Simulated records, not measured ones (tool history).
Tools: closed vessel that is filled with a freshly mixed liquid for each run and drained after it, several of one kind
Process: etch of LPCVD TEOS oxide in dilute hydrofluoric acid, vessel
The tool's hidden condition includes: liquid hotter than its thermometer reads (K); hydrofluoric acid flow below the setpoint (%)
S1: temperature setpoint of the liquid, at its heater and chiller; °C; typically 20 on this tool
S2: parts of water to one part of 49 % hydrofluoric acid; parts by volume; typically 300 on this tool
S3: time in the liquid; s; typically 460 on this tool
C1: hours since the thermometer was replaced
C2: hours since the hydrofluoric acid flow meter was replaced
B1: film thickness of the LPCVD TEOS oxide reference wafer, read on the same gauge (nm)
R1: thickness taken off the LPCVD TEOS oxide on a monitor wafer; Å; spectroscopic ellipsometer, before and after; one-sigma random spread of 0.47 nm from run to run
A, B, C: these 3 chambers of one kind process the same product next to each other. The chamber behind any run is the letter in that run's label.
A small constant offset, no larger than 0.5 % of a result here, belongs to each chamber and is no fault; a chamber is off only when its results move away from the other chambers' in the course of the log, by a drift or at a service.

{"run": "1C", "day": 0.162, "S1": 20, "S2": 300, "S3": 460, "C1": 2082.4, "C2": 949.8, "B1": 120.04, "R1": 585.25}
{"run": "2A", "day": 0.35, "S1": 20, "S2": 300, "S3": 460, "C1": 1260.5, "C2": 47.8, "B1": 120, "R1": 589.86}
{"run": "3B", "day": 0.567, "S1": 20, "S2": 300, "S3": 460, "C1": 1736.8, "C2": 437.9, "B1": 119.98, "R1": 585.06}
{"run": "4A", "day": 0.775, "S1": 20, "S2": 300, "S3": 460, "C1": 1270.7, "C2": 58, "B1": 119.99, "R1": 594.94}
{"run": "5C", "day": 1.021, "S1": 20, "S2": 300, "S3": 460, "C1": 2103, "C2": 970.4, "B1": 119.98, "R1": 593.92}
{"run": "6B", "day": 1.292, "S1": 20, "S2": 300, "S3": 460, "C1": 1754.2, "C2": 455.3, "B1": 120.01, "R1": 588.98}
{"run": "7A", "day": 1.554, "S1": 20, "S2": 300, "S3": 460, "C1": 1289.4, "C2": 76.7, "B1": 119.97, "R1": 589.42}
{"run": "8C", "day": 1.771, "S1": 20, "S2": 300, "S3": 460, "C1": 2121, "C2": 988.4, "B1": 120.03, "R1": 581.18}
{"run": "9B", "day": 1.9, "S1": 20, "S2": 300, "S3": 460, "C1": 1768.8, "C2": 469.9, "B1": 120.02, "R1": 588.31}
{"run": "10C", "day": 2.125, "S1": 20, "S2": 300, "S3": 460, "C1": 2129.5, "C2": 996.9, "B1": 119.96, "R1": 592.79}
{"run": "11A", "day": 2.383, "S1": 20, "S2": 300, "S3": 460, "C1": 1309.3, "C2": 96.6, "B1": 120.01, "R1": 586.34}
{"run": "12B", "day": 2.542, "S1": 18, "S2": 255, "S3": 460, "C1": 1784.2, "C2": 485.3, "B1": 120.01, "R1": 658.09}
{"run": "13C", "day": 2.662, "S1": 18, "S2": 255, "S3": 460, "C1": 2142.4, "C2": 1009.8, "B1": 120, "R1": 672.76}
{"run": "14A", "day": 2.933, "S1": 18, "S2": 255, "S3": 460, "C1": 1322.5, "C2": 109.8, "B1": 119.99, "R1": 680.31}
{"run": "15B", "day": 3.083, "S1": 20, "S2": 300, "S3": 460, "C1": 1797.2, "C2": 498.3, "B1": 119.99, "R1": 573.22}
{"run": "16C", "day": 3.321, "S1": 20, "S2": 300, "S3": 460, "C1": 2158.2, "C2": 1025.6, "B1": 120, "R1": 594.07}
{"run": "17A", "day": 3.462, "S1": 20, "S2": 300, "S3": 460, "C1": 1335.2, "C2": 122.5, "B1": 120, "R1": 585.5}
{"run": "18B", "day": 3.679, "S1": 20, "S2": 300, "S3": 460, "C1": 1811.5, "C2": 512.6, "B1": 119.97, "R1": 573.29}
{"run": "19A", "day": 3.879, "S1": 20, "S2": 300, "S3": 460, "C1": 1345.2, "C2": 132.5, "B1": 119.98, "R1": 588.36}
{"run": "20C", "day": 4.021, "S1": 20, "S2": 300, "S3": 460, "C1": 2175, "C2": 1042.4, "B1": 119.98, "R1": 586.13}
{"run": "21B", "day": 4.279, "S1": 17, "S2": 300, "S3": 210, "C1": 1825.9, "C2": 527, "B1": 120, "R1": 235.47}
{"run": "22A", "day": 4.508, "S1": 17, "S2": 300, "S3": 210, "C1": 1360.3, "C2": 147.6, "B1": 119.99, "R1": 237.91}
{"run": "23B", "day": 4.721, "S1": 17, "S2": 300, "S3": 210, "C1": 1836.5, "C2": 537.6, "B1": 120.02, "R1": 232.09}
{"run": "24C", "day": 4.85, "S1": 20, "S2": 300, "S3": 460, "C1": 2194.9, "C2": 1062.3, "B1": 120.01, "R1": 585.3}
{"run": "25C", "day": 4.996, "S1": 20, "S2": 300, "S3": 460, "C1": 2198.4, "C2": 1065.8, "B1": 120.01, "R1": 579.97}
{"run": "26A", "day": 5.242, "S1": 20, "S2": 300, "S3": 460, "C1": 1377.9, "C2": 165.2, "B1": 120.02, "R1": 582.22}
{"run": "27B", "day": 5.371, "S1": 20, "S2": 300, "S3": 460, "C1": 1852.1, "C2": 553.2, "B1": 119.95, "R1": 561.71}
{"run": "28B", "day": 5.633, "S1": 20, "S2": 300, "S3": 460, "C1": 1858.4, "C2": 559.5, "B1": 119.99, "R1": 563.76}
{"run": "29A", "day": 5.821, "S1": 20, "S2": 300, "S3": 460, "C1": 1391.8, "C2": 179.1, "B1": 119.98, "R1": 594.46}
{"run": "30C", "day": 6.038, "S1": 20, "S2": 300, "S3": 460, "C1": 2223.4, "C2": 1090.8, "B1": 119.98, "R1": 586.18}
{"run": "31B", "day": 6.233, "S1": 20, "S2": 300, "S3": 460, "C1": 1872.8, "C2": 573.9, "B1": 119.99, "R1": 557.4}
{"run": "32A", "day": 6.421, "S1": 20, "S2": 300, "S3": 460, "C1": 1406.2, "C2": 193.5, "B1": 120.03, "R1": 594.85}
{"run": "33C", "day": 6.558, "S1": 20, "S2": 300, "S3": 460, "C1": 2235.9, "C2": 1103.3, "B1": 120, "R1": 590.91}
{"run": "34A", "day": 6.792, "S1": 20, "S2": 300, "S3": 460, "C1": 1415.1, "C2": 202.4, "B1": 119.98, "R1": 595.49}
{"run": "35C", "day": 6.95, "S1": 20, "S2": 300, "S3": 460, "C1": 2245.3, "C2": 1112.7, "B1": 120.01, "R1": 596.5}
{"run": "36B", "day": 7.104, "S1": 20, "S2": 300, "S3": 460, "C1": 1893.7, "C2": 594.8, "B1": 120.01, "R1": 548.44}
{"run": "37A", "day": 7.267, "S1": 20, "S2": 300, "S3": 460, "C1": 1426.5, "C2": 213.8, "B1": 119.96, "R1": 587.48}
{"run": "38C", "day": 7.446, "S1": 20, "S2": 300, "S3": 460, "C1": 2257.2, "C2": 1124.6, "B1": 120.02, "R1": 584.99}
{"run": "39B", "day": 7.638, "S1": 20, "S2": 300, "S3": 460, "C1": 1906.5, "C2": 607.6, "B1": 119.98, "R1": 541.39}

All 3 chambers run these settings next. Forecast each chamber's results:
{"run": "40A", "day": 7.838, "S1": 20, "S2": 300, "S3": 460, "R1": "?"}
{"run": "40B", "day": 7.838, "S1": 20, "S2": 300, "S3": 460, "R1": "?"}
{"run": "40C", "day": 7.838, "S1": 20, "S2": 300, "S3": 460, "R1": "?"}

run=40A R1=598.91
run=40B R1=546.75
run=40C R1=585.72
